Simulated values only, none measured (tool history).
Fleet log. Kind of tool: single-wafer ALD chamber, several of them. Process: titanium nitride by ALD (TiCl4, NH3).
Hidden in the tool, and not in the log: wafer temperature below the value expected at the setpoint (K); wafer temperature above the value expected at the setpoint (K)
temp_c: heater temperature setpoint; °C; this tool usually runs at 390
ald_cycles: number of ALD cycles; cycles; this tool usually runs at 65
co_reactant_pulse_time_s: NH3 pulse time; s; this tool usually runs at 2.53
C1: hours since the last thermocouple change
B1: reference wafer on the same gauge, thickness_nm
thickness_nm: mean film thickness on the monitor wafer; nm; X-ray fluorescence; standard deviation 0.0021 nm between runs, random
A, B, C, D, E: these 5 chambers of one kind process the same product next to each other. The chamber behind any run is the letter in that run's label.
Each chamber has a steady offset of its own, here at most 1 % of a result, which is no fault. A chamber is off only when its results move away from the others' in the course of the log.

Run 1B, hour 6.3: usual settings; C1 1530.8; B1 1.3001. Result: thickness_nm 1.4361 nm.
Run 2C, hour 18.4: usual settings; C1 148.9; B1 1.3003. Result: thickness_nm 1.4282 nm.
Run 3D, hour 30.8: usual settings; C1 1856; B1 1.3006. Result: thickness_nm 1.4418 nm.
Run 4E, hour 38.4: usual settings; C1 1020.1; B1 1.3009. Result: thickness_nm 1.4335 nm.
Run 5A, hour 45.6: usual settings but ald_cycles 75 cycles, co_reactant_pulse_time_s 1.61 s; C1 2002.8; B1 1.3016. Result: thickness_nm 1.634 nm.
Run 6B, hour 53.4: usual settings but ald_cycles 75 cycles, co_reactant_pulse_time_s 1.61 s; C1 1577.9; B1 1.3015. Result: thickness_nm 1.622 nm.
Run 7E, hour 58.9: usual settings but ald_cycles 75 cycles, co_reactant_pulse_time_s 1.61 s; C1 1040.6; B1 1.3013. Result: thickness_nm 1.6137 nm.
Run 8D, hour 70: usual settings but ald_cycles 75 cycles, co_reactant_pulse_time_s 1.61 s; C1 1895.2; B1 1.3019. Result: thickness_nm 1.6345 nm.
Run 9A, hour 77.4: usual settings but ald_cycles 75 cycles, co_reactant_pulse_time_s 1.61 s; C1 2034.6; B1 1.3023. Result: thickness_nm 1.6321 nm.
Run 10C, hour 90.1: usual settings; C1 220.6; B1 1.3019. Result: thickness_nm 1.4339 nm.
Run 11C, hour 102: usual settings; C1 232.5; B1 1.3025. Result: thickness_nm 1.4317 nm.
Run 12B, hour 109.5: usual settings; C1 1634; B1 1.3031. Result: thickness_nm 1.4394 nm.
Run 13D, hour 120.3: usual settings; C1 1945.5; B1 1.3031. Result: thickness_nm 1.4464 nm.
Run 14A, hour 132.6: usual settings; C1 2089.8; B1 1.3033. Result: thickness_nm 1.4515 nm.
Run 15E, hour 145.1: usual settings; C1 1126.8; B1 1.3031. Result: thickness_nm 1.4323 nm.
Run 16C, hour 154.4: usual settings; C1 284.9; B1 1.304. Result: thickness_nm 1.4314 nm.
Run 17E, hour 166: usual settings; C1 1147.7; B1 1.3038. Result: thickness_nm 1.4328 nm.
Run 18B, hour 175.7: usual settings; C1 1700.2; B1 1.3045. Result: thickness_nm 1.4435 nm.
Run 19D, hour 181.2: usual settings; C1 2006.4; B1 1.3045. Result: thickness_nm 1.4457 nm.
Run 20A, hour 188.9: usual settings but temp_c 405 °C, ald_cycles 60 cycles; C1 2146.1; B1 1.3044. Result: thickness_nm 1.3535 nm.
Run 21E, hour 196.1: usual settings but temp_c 405 °C, ald_cycles 60 cycles; C1 1177.8; B1 1.305. Result: thickness_nm 1.3347 nm.
Run 22B, hour 204: usual settings but temp_c 405 °C, ald_cycles 60 cycles; C1 1728.5; B1 1.3045. Result: thickness_nm 1.3429 nm.
Run 23C, hour 210.8: usual settings but temp_c 405 °C, ald_cycles 60 cycles; C1 341.3; B1 1.3053. Result: thickness_nm 1.3361 nm.
Run 24A, hour 223.4: usual settings but temp_c 405 °C, ald_cycles 60 cycles; C1 2180.6; B1 1.3058. Result: thickness_nm 1.3554 nm.
Run 25D, hour 234.7: usual settings; C1 2059.9; B1 1.3057. Result: thickness_nm 1.4519 nm.
Run 26E, hour 240.5: usual settings; C1 1222.2; B1 1.3064. Result: thickness_nm 1.4355 nm.
Run 27B, hour 252.5: usual settings; C1 1777; B1 1.3066. Result: thickness_nm 1.44 nm.
Run 28D, hour 263.7: usual settings but temp_c 395 °C, ald_cycles 56 cycles; C1 2088.9; B1 1.3067. Result: thickness_nm 1.2543 nm.
Run 29A, hour 272.1: usual settings but temp_c 395 °C, ald_cycles 56 cycles; C1 2229.3; B1 1.3072. Result: thickness_nm 1.2595 nm.
Run 30C, hour 284.7: usual settings but temp_c 395 °C, ald_cycles 56 cycles; C1 415.2; B1 1.3071. Result: thickness_nm 1.2416 nm.
Run 31E, hour 294: usual settings but temp_c 395 °C, ald_cycles 56 cycles; C1 1275.7; B1 1.3075. Result: thickness_nm 1.2436 nm.
Run 32A, hour 305.6: usual settings but temp_c 395 °C, ald_cycles 56 cycles; C1 2262.8; B1 1.3075. Result: thickness_nm 1.2596 nm.

All chambers now run identical settings, listed one chamber a line with results as question marks. What results will each chamber show?
Run 33A, hour 314.7: usual settings. Result: thickness_nm ?.
Run 33B, hour 314.7: usual settings. Result: thickness_nm ?.
Run 33C, hour 314.7: usual settings. Result: thickness_nm ?.
Run 33D, hour 314.7: usual settings. Result: thickness_nm ?.
Run 33E, hour 314.7: usual settings. Result: thickness_nm ?.

run  thickness_nm
33A        1.4569
33B        1.4469
33C        1.4384
33D        1.4523
33E        1.4368

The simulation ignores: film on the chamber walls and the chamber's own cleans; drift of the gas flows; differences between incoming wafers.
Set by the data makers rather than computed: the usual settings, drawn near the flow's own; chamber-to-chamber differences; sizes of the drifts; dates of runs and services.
